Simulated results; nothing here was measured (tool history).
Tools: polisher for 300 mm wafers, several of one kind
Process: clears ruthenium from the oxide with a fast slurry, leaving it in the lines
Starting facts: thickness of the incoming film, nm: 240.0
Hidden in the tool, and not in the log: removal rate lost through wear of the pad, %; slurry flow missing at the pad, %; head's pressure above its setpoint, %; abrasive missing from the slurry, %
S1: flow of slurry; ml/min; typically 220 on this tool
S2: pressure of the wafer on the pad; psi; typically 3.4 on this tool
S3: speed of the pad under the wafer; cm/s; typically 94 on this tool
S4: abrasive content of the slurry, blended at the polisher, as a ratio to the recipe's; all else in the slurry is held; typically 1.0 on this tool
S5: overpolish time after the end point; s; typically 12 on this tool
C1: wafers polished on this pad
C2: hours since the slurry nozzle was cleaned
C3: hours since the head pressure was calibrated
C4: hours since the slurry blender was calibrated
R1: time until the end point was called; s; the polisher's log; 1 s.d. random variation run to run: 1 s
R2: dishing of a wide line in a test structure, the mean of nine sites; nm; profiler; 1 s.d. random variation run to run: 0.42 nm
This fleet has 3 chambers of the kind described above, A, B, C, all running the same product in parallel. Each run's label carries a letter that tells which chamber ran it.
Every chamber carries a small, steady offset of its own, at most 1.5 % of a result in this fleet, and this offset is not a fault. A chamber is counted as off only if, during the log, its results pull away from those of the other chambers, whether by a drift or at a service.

Run 1A, hour 7.1: usual settings; C1 781; C2 397.8; C3 62.4; C4 308.9. Result: R1 62.076 s, R2 24.971 nm.
Run 2C, hour 12.9: usual settings; C1 715; C2 219.6; C3 1000.9; C4 99.4. Result: R1 60.915 s, R2 24.029 nm.
Run 3B, hour 18.0: usual settings; C1 1349; C2 104.7; C3 549.3; C4 98.2. Result: R1 58.201 s, R2 24.759 nm.
At hour 18.1: chamber B: worn pad replaced by a new one.
Run 4B, hour 24.6: usual settings; C1 74; C2 111.3; C3 555.9; C4 104.8. Result: R1 59.938 s, R2 25.043 nm.
Run 5A, hour 30.3: usual settings; C1 1046; C2 421.0; C3 85.6; C4 332.1. Result: R1 60.938 s, R2 24.788 nm.
Run 6C, hour 35.7: usual settings; C1 976; C2 242.4; C3 1023.7; C4 122.2. Result: R1 60.721 s, R2 24.499 nm.
Run 7A, hour 40.9: usual settings but S2 4.1 psi; C1 1167; C2 431.6; C3 96.2; C4 342.7. Result: R1 51.962 s, R2 26.650 nm.
At hour 44.3: chamber A: worn pad replaced by a new one.
Run 8C, hour 49.7: usual settings but S2 4.1 psi; C1 1135; C2 256.4; C3 1037.7; C4 136.2. Result: R1 50.864 s, R2 26.994 nm.
At hour 52.9: chamber C: worn pad replaced by a new one.
Run 9B, hour 56.4: usual settings but S2 4.1 psi; C1 437; C2 143.1; C3 587.7; C4 136.6. Result: R1 50.048 s, R2 27.157 nm.
Run 10C, hour 65.9: usual settings; C1 149; C2 272.6; C3 1053.9; C4 152.4. Result: R1 62.041 s, R2 24.906 nm.
Run 11B, hour 72.7: usual settings; C1 623; C2 159.4; C3 604.0; C4 152.9. Result: R1 59.530 s, R2 24.682 nm.
Run 12A, hour 78.3: usual settings but S3 66 cm/s, S4 0.9; C1 389; C2 469.0; C3 133.6; C4 380.1. Result: R1 97.440 s, R2 18.888 nm.
At hour 79.4: chamber A: slurry nozzle cleaned.
Run 13A, hour 84.9: usual settings but S3 66 cm/s, S4 0.9; C1 464; C2 5.5; C3 140.2; C4 386.7. Result: R1 98.745 s, R2 19.135 nm.
Run 14C, hour 91.4: usual settings but S3 66 cm/s, S4 0.9; C1 440; C2 298.1; C3 1079.4; C4 177.9. Result: R1 90.585 s, R2 20.010 nm.
Run 15B, hour 102.3: usual settings but S1 185 ml/min, S5 8 s; C1 961; C2 189.0; C3 633.6; C4 182.5. Result: R1 62.439 s, R2 18.968 nm.
Run 16A, hour 110.0: usual settings but S1 185 ml/min, S5 8 s; C1 751; C2 30.6; C3 165.3; C4 411.8. Result: R1 69.019 s, R2 18.423 nm.
Run 17B, hour 116.5: usual settings but S1 185 ml/min, S5 8 s; C1 1123; C2 203.2; C3 647.8; C4 196.7. Result: R1 60.185 s, R2 19.289 nm.
Run 18C, hour 122.5: usual settings; C1 795; C2 329.2; C3 1110.5; C4 209.0. Result: R1 60.876 s, R2 24.839 nm.
Run 19B, hour 127.6: usual settings; C1 1250; C2 214.3; C3 658.9; C4 207.8. Result: R1 59.067 s, R2 25.092 nm.
Run 20C, hour 134.9: usual settings; C1 936; C2 341.6; C3 1122.9; C4 221.4. Result: R1 60.703 s, R2 24.444 nm.

One chamber off, gauge drift, or nothing amiss beyond the chambers' own small offsets? If it is a chamber, which one, and what is the likeliest cause?

Chamber A drifts away from the others.
Cause: abrasive missing from the slurry, % = 23.9.
From this log alone, it may not be told apart from: head's pressure below its setpoint, %.

Here are 4 candidates for chamber A's next run, each the usual settings with a change, their results left as question marks. Which one brings its results back in line with what the others give on the usual settings?
Counts as in line when no further than this from what the other chambers average on the usual settings: R1 3.600 s; R2 1.500 nm
Run 21A-1, hour 142.9: usual settings but S3 92 cm/s. Result: R1 ?, R2 ?.
Run 21A-2, hour 142.9: usual settings but S3 96 cm/s. Result: R1 ?, R2 ?.
Run 21A-3, hour 142.9: usual settings but S2 3.6 psi, S3 100 cm/s, S4 1.05, S5 11 s. Result: R1 ?, R2 ?.
Run 21A-4, hour 142.9: usual settings but S2 3.2 psi, S3 88 cm/s, S5 13 s. Result: R1 ?, R2 ?.

The mean the other chambers reach with the usual settings: R1 60.580 s; R2 24.667 nm
  run      R1      R2
21A-1  70.622  23.235
21A-2  67.636  23.796
21A-3  59.732  24.279
21A-4  78.551  22.891
It is 21A-3 that realigns the chamber with its peers.
